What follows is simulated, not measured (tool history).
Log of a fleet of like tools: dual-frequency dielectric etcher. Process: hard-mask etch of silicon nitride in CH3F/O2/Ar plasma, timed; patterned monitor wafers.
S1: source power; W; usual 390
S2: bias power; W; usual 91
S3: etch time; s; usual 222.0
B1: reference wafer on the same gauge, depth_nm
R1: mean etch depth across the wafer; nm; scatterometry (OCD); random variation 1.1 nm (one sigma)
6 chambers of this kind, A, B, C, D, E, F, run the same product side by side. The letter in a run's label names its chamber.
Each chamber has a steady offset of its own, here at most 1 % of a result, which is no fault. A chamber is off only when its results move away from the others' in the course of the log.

run   hour   S1   S2     S3      B1      R1
 1E    9.4  390   91  222.0  155.65  166.99
 2F   17.9  390   91  222.0  155.91  165.85
      21.7  -- chamber E: wet clean of the chamber
 3D   25.5  390   91  222.0  156.06  168.22
      25.6  -- chamber D: wet clean of the chamber
 4B   33.6  390   91  222.0  156.11  168.23
 5C   44.0  390   91  222.0  156.23  167.65
      50.8  -- chamber F: source power generator calibrated
 6A   55.6  390   91  222.0  155.74  167.03
 7B   69.7  390   91  222.0  155.92  169.14
 8F   80.3  390   91  222.0  156.15  166.61
 9A   87.4  390   91  222.0  156.07  169.47
10D  101.3  390   91  222.0  156.13  169.42
11E  109.8  390   91  222.0  156.24  165.86
12C  124.0  390   91  222.0  156.02  167.32
13A  133.1  390   91  222.0  155.85  168.68
14B  143.2  390   91  222.0  156.12  168.36
15C  155.1  390   91  222.0  155.99  167.20
16F  167.9  390   91  222.0  155.91  167.29
17D  176.7  390   91  222.0  155.75  168.34
18E  185.4  390   91  222.0  155.96  166.41
19D  195.7  390   91  222.0  155.83  168.49
20E  205.5  390  112  175.5  155.84  140.90
21A  218.8  390  112  175.5  155.85  145.42
     219.4  -- chamber A: wet clean of the chamber
22F  231.1  390  112  175.5  155.77  144.32
23B  243.3  390  112  175.5  156.26  143.97
24C  253.6  390  112  175.5  156.06  142.28
25A  262.5  390  112  175.5  155.90  145.36
26B  271.0  310   82  222.0  156.13  149.49
27E  284.4  310   82  222.0  155.85  147.20
     292.5  -- chamber B: wet clean of the chamber
28C  295.2  310   82  222.0  155.84  146.99
29F  301.7  310   82  222.0  156.02  146.20
     313.5  -- chamber A: bias power generator calibrated
30D  315.9  310   82  222.0  156.29  147.49
31A  329.4  310   82  222.0  156.28  147.02
32D  338.0  390   91  222.0  155.81  167.31
33B  346.4  390   91  222.0  156.03  169.10
34E  360.7  390   91  222.0  155.99  166.75
     366.6  -- chamber B: source power generator calibrated
35C  374.3  390   91  222.0  155.91  165.89
36F  384.3  390   91  222.0  155.94  167.15
37D  396.6  390   91  222.0  156.00  166.78
     401.6  -- chamber D: wet clean of the chamber
38A  407.2  390   91  222.0  155.83  166.69
39C  414.2  390   91  222.0  155.93  169.09
40B  423.4  430   91  222.0  155.95  174.09
41E  433.8  430   91  222.0  156.09  173.47
42F  444.5  430   91  222.0  155.91  172.38
43D  450.9  430   91  222.0  155.96  172.49

Is one chamber off against the others, does the gauge drift, or is nothing wrong? If a chamber is off, say which, and what the likeliest cause is.

No chamber stands off beyond its own small offset, and the gauge holds steady.
